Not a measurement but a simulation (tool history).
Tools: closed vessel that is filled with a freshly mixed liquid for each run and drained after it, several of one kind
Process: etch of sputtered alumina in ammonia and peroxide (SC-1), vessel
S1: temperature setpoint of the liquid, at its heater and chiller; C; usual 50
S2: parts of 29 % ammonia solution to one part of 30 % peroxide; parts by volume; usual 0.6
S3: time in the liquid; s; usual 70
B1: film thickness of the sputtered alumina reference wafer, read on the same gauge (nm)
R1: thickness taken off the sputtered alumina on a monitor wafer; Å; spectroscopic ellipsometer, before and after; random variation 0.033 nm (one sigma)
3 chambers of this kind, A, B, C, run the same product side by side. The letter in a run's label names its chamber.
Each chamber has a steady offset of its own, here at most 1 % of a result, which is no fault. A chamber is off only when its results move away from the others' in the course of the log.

| run | hour | S1 | S2 | S3 | B1 | R1 |
|---|---|---|---|---|---|---|
| 1B | 6.1 | 50 | 0.6 | 70 | 119.99 | 39.647 |
| 2C | 15.1 | 50 | 0.6 | 70 | 119.99 | 39.444 |
| 3A | 25.4 | 50 | 0.6 | 70 | 120 | 39.61 |
| 4A | 33.1 | 50 | 0.6 | 70 | 120 | 40.248 |
| 5B | 39 | 50 | 0.6 | 70 | 120 | 40.133 |
| 6C | 44.6 | 50 | 0.6 | 70 | 120 | 40.23 |
| 7C | 53.1 | 50 | 0.6 | 95 | 119.99 | 54.18 |
| 8A | 58.9 | 50 | 0.6 | 95 | 119.99 | 54.357 |
| 9B | 65.6 | 50 | 0.6 | 95 | 120 | 55.509 |
| 10C | 72.9 | 50 | 0.6 | 70 | 120.01 | 40.55 |
| 11B | 80.2 | 50 | 0.6 | 70 | 119.99 | 40.08 |
| 12A | 88.3 | 50 | 0.6 | 70 | 120.02 | 40.062 |
| 13A | 93.3 | 50 | 0.6 | 70 | 119.99 | 39.381 |
| 14B | 100.2 | 53.5 | 0.6 | 70 | 120 | 47.633 |
| 15C | 105.3 | 53.5 | 0.6 | 70 | 120.01 | 48.445 |
| 16B | 114.9 | 53.5 | 0.6 | 70 | 120 | 47.138 |
|  | 117.9 | chamber B: ammonia flow meter replaced |
| 17C | 125 | 54 | 0.6 | 70 | 120.01 | 50.222 |
| 18A | 131.9 | 54 | 0.6 | 70 | 120.02 | 49.506 |
| 19C | 136.8 | 54 | 0.6 | 70 | 119.98 | 49.711 |
| 20B | 143.1 | 55.5 | 0.6 | 70 | 120 | 52.469 |
| 21A | 148.7 | 55.5 | 0.6 | 70 | 120.01 | 53.453 |
| 22A | 154.4 | 55.5 | 0.6 | 70 | 120 | 53.312 |
| 23C | 163.3 | 50 | 0.6 | 70 | 120.01 | 40.737 |
|  | 164.9 | chamber A: ammonia flow meter replaced |
| 24B | 168.5 | 50 | 0.6 | 70 | 120.02 | 38.994 |
| 25B | 176.6 | 50 | 0.9 | 70 | 120 | 39.751 |
| 26A | 186.4 | 50 | 0.9 | 70 | 120 | 41.455 |
| 27C | 192.7 | 50 | 0.9 | 70 | 120 | 41.956 |
| 28B | 198.9 | 50 | 0.6 | 70 | 120.01 | 38.062 |

Next, every chamber runs the same settings. What will each give?
| 29A | 206.5 | 50 | 0.6 | 70 |  | ? |
| 29B | 206.5 | 50 | 0.6 | 70 |  | ? |
| 29C | 206.5 | 50 | 0.6 | 70 |  | ? |

| run | R1 |
|---|---|
| 29A | 39.68 |
| 29B | 37.938 |
| 29C | 39.95 |
